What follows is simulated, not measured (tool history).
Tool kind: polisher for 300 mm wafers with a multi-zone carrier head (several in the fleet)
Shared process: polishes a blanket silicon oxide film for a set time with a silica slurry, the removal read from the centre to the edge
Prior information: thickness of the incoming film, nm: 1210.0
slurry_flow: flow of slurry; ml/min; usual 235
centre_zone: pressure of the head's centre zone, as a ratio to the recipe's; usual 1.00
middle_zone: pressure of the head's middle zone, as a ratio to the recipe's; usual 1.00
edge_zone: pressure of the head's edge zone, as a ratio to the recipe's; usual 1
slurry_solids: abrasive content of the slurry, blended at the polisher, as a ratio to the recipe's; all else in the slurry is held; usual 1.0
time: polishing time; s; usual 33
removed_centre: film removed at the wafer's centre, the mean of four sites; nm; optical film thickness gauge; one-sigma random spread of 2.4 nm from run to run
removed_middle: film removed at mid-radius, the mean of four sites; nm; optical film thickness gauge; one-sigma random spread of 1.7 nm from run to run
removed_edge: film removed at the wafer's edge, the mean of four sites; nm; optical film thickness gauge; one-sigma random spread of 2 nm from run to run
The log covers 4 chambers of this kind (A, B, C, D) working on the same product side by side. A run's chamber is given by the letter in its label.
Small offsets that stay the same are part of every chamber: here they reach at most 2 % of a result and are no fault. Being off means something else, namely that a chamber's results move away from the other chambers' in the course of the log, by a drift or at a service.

run	hour	slurry_flow	centre_zone	middle_zone	edge_zone	slurry_solids	time	removed_centre	removed_middle	removed_edge
# hour 7.6: chamber B: centre zone pressure recalibrated
1B	8.5	235	1.00	1.00	1	1.0	33	168.15	167.22	161.58
2A	17.0	235	1.00	1.00	1	1.0	33	164.21	168.29	168.04
# hour 17.2: chamber C: centre zone pressure recalibrated
3C	25.4	235	1.00	1.00	1	1.0	33	169.87	165.98	163.91
4D	30.0	235	1.00	1.00	1	1.0	33	168.03	169.13	168.67
5C	34.2	235	1.00	1.00	1	1.0	33	170.44	166.99	169.22
6A	42.3	235	1.00	1.00	1	1.0	33	169.27	170.02	166.41
# hour 44.8: chamber C: edge zone pressure recalibrated
7B	46.3	235	1.00	1.00	1	1.0	33	164.59	167.99	167.78
# hour 50.2: chamber C: worn pad replaced by a new one
8D	52.5	235	1.11	1.10	1	1.0	33	189.77	184.10	165.20
# hour 56.3: chamber B: worn pad replaced by a new one
9B	57.2	235	1.11	1.10	1	1.0	33	183.57	179.52	166.81
10C	64.9	235	1.11	1.10	1	1.0	33	189.08	183.98	167.31
# hour 65.7: chamber A: worn pad replaced by a new one
11A	71.4	235	1.11	1.10	1	1.0	33	188.98	183.49	165.81
12D	77.4	235	1.00	1.00	1	1.0	33	168.65	166.28	169.75
# hour 79.9: chamber B: slurry nozzle cleaned
13A	81.8	235	1.00	1.00	1	1.0	33	165.40	170.14	168.73
14B	87.7	235	1.00	1.00	1	1.0	33	166.55	166.32	163.55
15D	92.8	235	1.00	1.00	1	1.0	33	166.99	166.20	165.59
# hour 94.6: chamber B: edge zone pressure recalibrated
16C	98.4	235	1.00	1.00	1	1.0	33	173.91	166.81	168.48
# hour 101.4: chamber C: worn pad replaced by a new one
17A	103.9	235	1.00	1.00	1	1.0	33	165.37	170.33	169.57
18C	108.1	235	1.00	1.00	1	1.0	33	171.22	166.71	169.09
19D	114.3	235	1.00	1.00	1	1.0	33	164.78	164.65	161.24
20B	121.5	235	1.00	1.00	1	1.0	33	163.04	167.76	164.96
# hour 124.9: chamber B: worn pad replaced by a new one
21A	127.8	235	1.00	1.00	1	1.0	33	168.10	168.20	169.74
# hour 129.9: chamber A: worn pad replaced by a new one
22D	135.0	235	1.00	1.00	1	1.0	33	161.46	160.19	157.49
23B	142.0	235	1.00	1.00	1	1.0	33	165.96	168.92	165.78
24C	147.4	235	1.00	1.00	1	1.0	33	169.06	165.38	166.02
25A	151.8	235	1.00	1.00	1	1.0	33	168.76	167.67	162.41
26C	159.5	235	1.00	1.00	1	1.0	33	173.42	164.99	166.02
# hour 159.6: chamber C: worn pad replaced by a new one
# hour 160.5: chamber D: slurry nozzle cleaned
27B	165.8	235	1.00	1.00	1	1.0	33	167.07	168.84	164.34
28D	172.6	270	1.00	1.00	1	0.8	33	144.23	144.89	139.56
29C	179.9	270	1.00	1.00	1	0.8	33	154.67	153.89	150.15
# hour 182.0: chamber B: worn pad replaced by a new one
30B	186.9	270	1.00	1.00	1	0.8	33	148.53	153.53	148.03
31A	192.7	270	1.00	1.00	1	0.8	33	154.82	150.73	153.40
32D	200.3	235	1.00	1.06	1	1.0	42	200.84	207.00	197.41
33D	207.1	235	1.00	1.06	1	1.0	42	199.38	212.17	197.58
# hour 207.2: chamber A: worn pad replaced by a new one
34B	210.9	235	1.00	1.06	1	1.0	42	215.87	226.84	211.66
# hour 217.6: chamber C: worn pad replaced by a new one
35C	217.7	235	1.00	1.06	1	1.0	42	216.66	222.74	217.66
36A	225.0	235	1.00	1.00	1	1.0	33	170.19	169.93	167.30
37B	232.6	235	1.00	1.00	1	1.0	33	168.87	167.68	163.56
# hour 237.6: chamber C: slurry nozzle cleaned
38A	239.3	235	1.00	1.07	1	1.0	33	167.43	182.53	168.79
# hour 239.8: chamber B: worn pad replaced by a new one
39D	246.8	235	1.00	1.07	1	1.0	33	150.08	161.24	151.09
40C	252.2	235	1.00	1.07	1	1.0	33	170.19	173.24	165.37
41A	256.3	235	1.00	1.07	1	1.0	33	172.12	180.35	164.24
42B	261.2	235	1.00	1.00	1	1.0	33	164.07	169.33	165.03
# hour 265.8: chamber C: worn pad replaced by a new one
43D	268.2	235	1.10	1.00	1	1.0	33	164.15	150.92	149.28
44C	275.7	235	1.10	1.00	1	1.0	33	187.45	166.41	168.99

Next, all 4 chambers run the settings below, one line each with question marks for the results. What does each chamber give?
45A	281.7	235	1.00	1.00	1	1.0	33	?	?	?
45B	281.7	235	1.00	1.00	1	1.0	33	?	?	?
45C	281.7	235	1.00	1.00	1	1.0	33	?	?	?
45D	281.7	235	1.00	1.00	1	1.0	33	?	?	?

run	removed_centre	removed_middle	removed_edge
45A	168.39	169.83	170.12
45B	171.35	165.78	165.51
45C	167.23	167.97	168.46
45D	148.36	150.56	147.42
